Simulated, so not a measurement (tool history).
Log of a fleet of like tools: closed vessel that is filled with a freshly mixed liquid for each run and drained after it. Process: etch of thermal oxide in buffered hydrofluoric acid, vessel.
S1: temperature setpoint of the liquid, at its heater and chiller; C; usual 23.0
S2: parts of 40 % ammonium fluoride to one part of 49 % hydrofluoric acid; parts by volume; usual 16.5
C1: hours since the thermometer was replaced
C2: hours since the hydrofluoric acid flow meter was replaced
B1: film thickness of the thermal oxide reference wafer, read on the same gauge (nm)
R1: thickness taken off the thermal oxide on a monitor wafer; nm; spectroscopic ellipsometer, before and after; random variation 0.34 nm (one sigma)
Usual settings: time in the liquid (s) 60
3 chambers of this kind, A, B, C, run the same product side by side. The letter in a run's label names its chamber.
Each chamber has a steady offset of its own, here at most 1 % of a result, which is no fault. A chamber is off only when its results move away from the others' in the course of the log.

run 1A hour=5.1 | S1=23.0 S2=16.5 time_in_the_liquid_(s)=60 | C1=251.8 C2=946.3 | B1=130.01 | R1=37.511
run 2B hour=14.4 | S1=23.0 S2=16.5 time_in_the_liquid_(s)=60 | C1=485.9 C2=1451.6 | B1=130.01 | R1=38.008
run 3C hour=22.6 | S1=23.0 S2=16.5 time_in_the_liquid_(s)=60 | C1=2093.3 C2=1572.7 | B1=129.98 | R1=38.050
run 4C hour=30.9 | S1=23.0 S2=16.5 time_in_the_liquid_(s)=60 | C1=2101.6 C2=1581.0 | B1=130.02 | R1=37.745
run 5B hour=39.3 | S1=23.0 S2=16.5 time_in_the_liquid_(s)=60 | C1=510.8 C2=1476.5 | B1=129.99 | R1=38.388
run 6A hour=45.2 | S1=23.0 S2=16.5 time_in_the_liquid_(s)=60 | C1=291.9 C2=986.4 | B1=129.97 | R1=37.827
run 7C hour=51.2 | S1=23.0 S2=16.5 time_in_the_liquid_(s)=60 | C1=2121.9 C2=1601.3 | B1=130.00 | R1=37.928
run 8A hour=56.2 | S1=23.0 S2=16.5 time_in_the_liquid_(s)=60 | C1=302.9 C2=997.4 | B1=129.98 | R1=37.650
run 9B hour=63.5 | S1=23.0 S2=16.5 time_in_the_liquid_(s)=60 | C1=535.0 C2=1500.7 | B1=130.03 | R1=37.748
run 10B hour=72.5 | S1=23.0 S2=16.5 time_in_the_liquid_(s)=60 | C1=544.0 C2=1509.7 | B1=130.01 | R1=37.668
run 11C hour=80.9 | S1=23.0 S2=16.5 time_in_the_liquid_(s)=60 | C1=2151.6 C2=1631.0 | B1=129.96 | R1=37.702
run 12A hour=89.5 | S1=23.0 S2=16.5 time_in_the_liquid_(s)=60 | C1=336.2 C2=1030.7 | B1=130.00 | R1=37.459
run 13C hour=96.3 | S1=23.0 S2=16.5 time_in_the_liquid_(s)=60 | C1=2167.0 C2=1646.4 | B1=130.00 | R1=37.319
run 14B hour=103.0 | S1=23.0 S2=16.5 time_in_the_liquid_(s)=60 | C1=574.5 C2=1540.2 | B1=129.99 | R1=37.350
run 15A hour=108.5 | S1=23.0 S2=16.5 time_in_the_liquid_(s)=60 | C1=355.2 C2=1049.7 | B1=130.02 | R1=38.546
run 16A hour=112.8 | S1=23.0 S2=16.5 time_in_the_liquid_(s)=60 | C1=359.5 C2=1054.0 | B1=130.01 | R1=38.193
-- hour=114.3 chamber C: thermometer replaced
run 17B hour=117.9 | S1=23.0 S2=16.5 time_in_the_liquid_(s)=60 | C1=589.4 C2=1555.1 | B1=129.98 | R1=37.062
run 18C hour=122.9 | S1=23.0 S2=16.5 time_in_the_liquid_(s)=60 | C1=8.6 C2=1673.0 | B1=129.96 | R1=37.347
-- hour=127.6 chamber B: hydrofluoric acid flow meter replaced
run 19B hour=131.6 | S1=23.0 S2=16.5 time_in_the_liquid_(s)=60 | C1=603.1 C2=4.0 | B1=130.00 | R1=36.357
run 20A hour=137.6 | S1=23.0 S2=16.5 time_in_the_liquid_(s)=60 | C1=384.3 C2=1078.8 | B1=129.99 | R1=37.632
-- hour=141.9 chamber A: hydrofluoric acid flow meter replaced
run 21C hour=144.9 | S1=23.0 S2=16.5 time_in_the_liquid_(s)=60 | C1=30.6 C2=1695.0 | B1=130.01 | R1=37.920
run 22A hour=150.3 | S1=23.0 S2=16.5 time_in_the_liquid_(s)=60 | C1=397.0 C2=8.4 | B1=129.96 | R1=38.053
run 23C hour=154.8 | S1=23.0 S2=16.5 time_in_the_liquid_(s)=60 | C1=40.5 C2=1704.9 | B1=130.01 | R1=37.495
run 24B hour=163.4 | S1=23.0 S2=16.5 time_in_the_liquid_(s)=60 | C1=634.9 C2=35.8 | B1=130.00 | R1=36.401
run 25A hour=171.6 | S1=23.0 S2=16.5 time_in_the_liquid_(s)=60 | C1=418.3 C2=29.7 | B1=130.02 | R1=38.616
run 26B hour=179.3 | S1=23.0 S2=16.5 time_in_the_liquid_(s)=60 | C1=650.8 C2=51.7 | B1=130.03 | R1=35.805
run 27C hour=183.7 | S1=23.0 S2=16.5 time_in_the_liquid_(s)=60 | C1=69.4 C2=1733.8 | B1=130.01 | R1=37.742
run 28A hour=190.1 | S1=23.0 S2=16.5 time_in_the_liquid_(s)=60 | C1=436.8 C2=48.2 | B1=129.99 | R1=38.059
run 29C hour=196.9 | S1=23.0 S2=16.5 time_in_the_liquid_(s)=60 | C1=82.6 C2=1747.0 | B1=130.01 | R1=37.538
run 30B hour=204.0 | S1=23.0 S2=16.5 time_in_the_liquid_(s)=60 | C1=675.5 C2=76.4 | B1=129.99 | R1=36.061
run 31A hour=209.5 | S1=23.0 S2=16.5 time_in_the_liquid_(s)=60 | C1=456.2 C2=67.6 | B1=130.02 | R1=38.083
run 32C hour=215.8 | S1=23.0 S2=16.5 time_in_the_liquid_(s)=60 | C1=101.5 C2=1765.9 | B1=130.02 | R1=37.670
run 33B hour=225.1 | S1=20.5 S2=16.5 time_in_the_liquid_(s)=35 | C1=696.6 C2=97.5 | B1=129.99 | R1=18.067
run 34B hour=231.5 | S1=20.5 S2=16.5 time_in_the_liquid_(s)=35 | C1=703.0 C2=103.9 | B1=129.96 | R1=18.088
run 35C hour=239.1 | S1=20.5 S2=16.5 time_in_the_liquid_(s)=35 | C1=124.8 C2=1789.2 | B1=130.00 | R1=19.098
run 36A hour=243.6 | S1=23.0 S2=16.5 time_in_the_liquid_(s)=60 | C1=490.3 C2=101.7 | B1=129.99 | R1=38.231
run 37B hour=252.4 | S1=23.0 S2=16.5 time_in_the_liquid_(s)=60 | C1=723.9 C2=124.8 | B1=130.00 | R1=35.062
run 38A hour=259.5 | S1=23.0 S2=16.5 time_in_the_liquid_(s)=60 | C1=506.2 C2=117.6 | B1=129.98 | R1=37.917

Is one chamber off against the others, does the gauge drift, or is nothing wrong? If a chamber is off, say which, and what the likeliest cause is.

Chamber B drifts away from the others.
Cause: liquid colder than its thermometer reads (K) = 1.71.

Here are 4 candidates for chamber B's next run, each the usual settings with a change, their results left as question marks. Which one brings its results back in line with what the others give on the usual settings?
In line means no further than this from the other chambers' mean on the usual settings: R1 1.200 nm
run 39B-1 hour=266.2 | S1=22.5 S2=17.5 time_in_the_liquid_(s)=60 | R1=?
run 39B-2 hour=266.2 | S1=23.5 S2=15.5 time_in_the_liquid_(s)=60 | R1=?
run 39B-3 hour=266.2 | S1=23.0 S2=16.5 time_in_the_liquid_(s)=70 | R1=?
run 39B-4 hour=266.2 | S1=22.5 S2=17.0 time_in_the_liquid_(s)=55 | R1=?

The other chambers' mean on the usual settings: R1 37.929 nm
run=39B-1 R1=31.950
run=39B-2 R1=38.076
run=39B-3 R1=40.621
run=39B-4 R1=30.138
39B-2 brings the chamber back in line.

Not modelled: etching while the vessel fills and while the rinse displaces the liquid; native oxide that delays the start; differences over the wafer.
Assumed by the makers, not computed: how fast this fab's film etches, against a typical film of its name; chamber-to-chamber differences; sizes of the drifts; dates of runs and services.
